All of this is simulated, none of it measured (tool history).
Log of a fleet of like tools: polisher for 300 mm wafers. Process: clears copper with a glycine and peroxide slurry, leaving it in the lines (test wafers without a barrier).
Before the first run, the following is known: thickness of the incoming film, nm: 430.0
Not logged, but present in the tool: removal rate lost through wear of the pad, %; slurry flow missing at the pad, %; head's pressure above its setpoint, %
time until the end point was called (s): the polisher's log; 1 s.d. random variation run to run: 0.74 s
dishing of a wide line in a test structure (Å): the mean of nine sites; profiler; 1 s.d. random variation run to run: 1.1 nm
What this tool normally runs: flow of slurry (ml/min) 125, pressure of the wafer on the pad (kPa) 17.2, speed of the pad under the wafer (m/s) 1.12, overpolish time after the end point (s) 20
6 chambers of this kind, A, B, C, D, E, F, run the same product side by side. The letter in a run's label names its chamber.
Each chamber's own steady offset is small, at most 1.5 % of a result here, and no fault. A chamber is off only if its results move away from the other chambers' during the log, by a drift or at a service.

run     day  flow of slurry (ml/min)  pressure of the wafer on the pad (kPa)  speed of the pad under the wafer (m/s)  overpolish time after the end point (s)  wafers polished on this pad  hours since the slurry nozzle was cleaned  hours since the head pressure was calibrated  time until the end point was called (s)  dishing of a wide line in a test structure (Å)
 1F   0.312                      125                                    17.2                                    1.12                                       20                          782                                      103.2                                        1210.1                                   78.498                                          494.17
 2A   0.708                      125                                    17.2                                    1.12                                       20                         1070                                       42.5                                         747.2                                   77.980                                          509.48
      0.738  -- chamber C: worn pad replaced by a new one
      0.829  -- chamber B: worn pad replaced by a new one
 3B   0.971                      125                                    17.2                                    1.12                                       20                           34                                      156.9                                        1237.9                                   78.390                                          496.96
      1.267  -- chamber E: worn pad replaced by a new one
 4C   1.471                      125                                    17.2                                    1.12                                       20                          175                                      111.2                                         679.2                                   78.340                                          494.29
      1.525  -- chamber F: worn pad replaced by a new one
 5E   1.829                      125                                    17.2                                    1.12                                       20                          134                                      277.1                                         158.4                                   78.623                                          502.99
 6D   2.238                      125                                    17.2                                    1.12                                       20                         1257                                      227.2                                         175.7                                   78.474                                          504.95
      2.579  -- chamber A: worn pad replaced by a new one
      2.600  -- chamber D: worn pad replaced by a new one
 7A   2.762                      125                                    17.2                                    1.12                                       20                           44                                       91.8                                         796.5                                   78.213                                          500.10
 8F   3.096                      155                                    21.4                                    1.12                                       20                          375                                      170.0                                        1276.9                                   62.612                                          562.37
 9D   3.600                      155                                    21.4                                    1.12                                       20                          238                                      259.9                                         208.4                                   62.932                                          579.76
10C   3.862                      155                                    21.4                                    1.12                                       20                          745                                      168.6                                         736.6                                   62.520                                          570.76
      4.179  -- chamber E: worn pad replaced by a new one
11B   4.404                      155                                    21.4                                    1.12                                       20                          852                                      239.3                                        1320.3                                   63.332                                          551.03
12E   4.925                      155                                    21.4                                    1.12                                       20                          178                                      351.4                                         232.7                                   62.585                                          538.47
      5.138  -- chamber A: head pressure recalibrated
      5.262  -- chamber D: slurry nozzle cleaned
13E   5.312                      155                                    21.4                                    1.12                                       20                          271                                      360.7                                         242.0                                   62.472                                          548.22
      5.321  -- chamber B: worn pad replaced by a new one
      5.329  -- chamber C: worn pad replaced by a new one
14B   5.754                      125                                    17.2                                    1.12                                       20                          103                                      271.7                                        1352.7                                   77.947                                          501.85
15F   6.021                      105                                    17.2                                    1.12                                       15                         1072                                      240.2                                        1347.1                                   81.677                                          429.42
      6.404  -- chamber F: worn pad replaced by a new one
16A   6.442                      105                                    17.2                                    1.12                                       15                          921                                      180.1                                          31.3                                   80.610                                          415.94
17C   6.933                      105                                    17.2                                    1.12                                       15                          383                                      242.3                                         810.3                                   80.835                                          417.19
      7.350  -- chamber D: worn pad replaced by a new one
18D   7.404                      105                                    17.2                                    1.12                                       15                           13                                       51.4                                         299.7                                   79.802                                          422.32
      7.458  -- chamber F: head pressure recalibrated
      7.675  -- chamber E: worn pad replaced by a new one
19D   7.879                      105                                    17.2                                    1.12                                       15                          126                                       62.8                                         311.1                                   82.326                                          422.53
20F   8.396                      105                                    17.2                                    1.12                                       15                          475                                      297.2                                          22.6                                   82.749                                          416.56
      8.625  -- chamber D: head pressure recalibrated
      8.688  -- chamber B: head pressure recalibrated
21E   8.896                      125                                    17.2                                    1.12                                       20                          291                                      446.7                                         328.0                                   78.447                                          489.35
      8.950  -- chamber A: worn pad replaced by a new one
      9.096  -- chamber B: worn pad replaced by a new one
22C   9.442                      125                                    17.2                                    1.12                                       20                          981                                      302.5                                         870.5                                   78.418                                          490.43
23B   9.917                      125                                    17.2                                    1.12                                       20                          196                                      371.6                                          29.6                                   77.949                                          489.86
     10.350  -- chamber C: worn pad replaced by a new one
24A  10.421                      125                                    17.2                                    1.12                                       20                          351                                      275.6                                         126.8                                   78.437                                          498.82
25B  10.692                      125                                    17.2                                    1.12                                       20                          380                                      390.2                                          48.2                                   78.278                                          484.56
     11.000  -- chamber F: worn pad replaced by a new one
26F  11.179                      125                                    17.2                                    1.12                                       20                           43                                      364.0                                          89.4                                   79.473                                          498.99
     11.250  -- chamber E: worn pad replaced by a new one
     11.254  -- chamber C: slurry nozzle cleaned
27A  11.654                      125                                    17.2                                    1.12                                       20                          645                                      305.2                                         156.4                                   78.197                                          508.16
28D  12.167                      125                                    17.2                                    1.12                                       20                         1148                                      165.7                                          85.0                                   77.631                                          503.11
     12.188  -- chamber D: worn pad replaced by a new one
     12.238  -- chamber E: slurry nozzle cleaned
29E  12.654                      125                                    17.2                                    1.12                                       20                          335                                       10.0                                         418.2                                   76.899                                          506.53
     12.954  -- chamber B: worn pad replaced by a new one
30C  12.996                      125                                    17.2                                    1.12                                       20                          630                                       41.9                                         955.8                                   77.907                                          499.26
31D  13.462                      125                                    17.2                                    1.12                                       20                          304                                      196.8                                         116.1                                   79.411                                          512.39
     13.675  -- chamber B: slurry nozzle cleaned
32F  13.792                      125                                    17.2                                    1.12                                       20                          666                                      426.7                                         152.1                                   78.746                                          497.89
33E  14.296                      125                                    17.2                                    1.12                                       20                          727                                       49.4                                         457.6                                   78.922                                          512.28
     14.354  -- chamber C: head pressure recalibrated
34B  14.788                      125                                    17.2                                    1.12                                       20                          438                                       26.8                                         146.5                                   79.360                                          504.18
     14.792  -- chamber A: worn pad replaced by a new one
35A  15.142                      125                                    17.2                                    1.12                                       20                           83                                      388.9                                         240.1                                   77.833                                          513.59
     15.554  -- chamber C: worn pad replaced by a new one
36C  15.579                      125                                    17.2                                    1.12                                       20                            6                                      103.9                                          29.4                                   78.358                                          499.20
     15.708  -- chamber A: slurry nozzle cleaned
37A  15.950                      125                                    17.2                                    1.12                                       20                          276                                        5.9                                         259.5                                   79.142                                          497.02

Does one chamber stand apart from the rest, does the shared gauge drift, or is all well apart from small per-chamber offsets? Give the chamber and the most likely cause, where there is one.

Neither any chamber nor the gauge drifts; the chambers differ only by their own small, steady offsets.
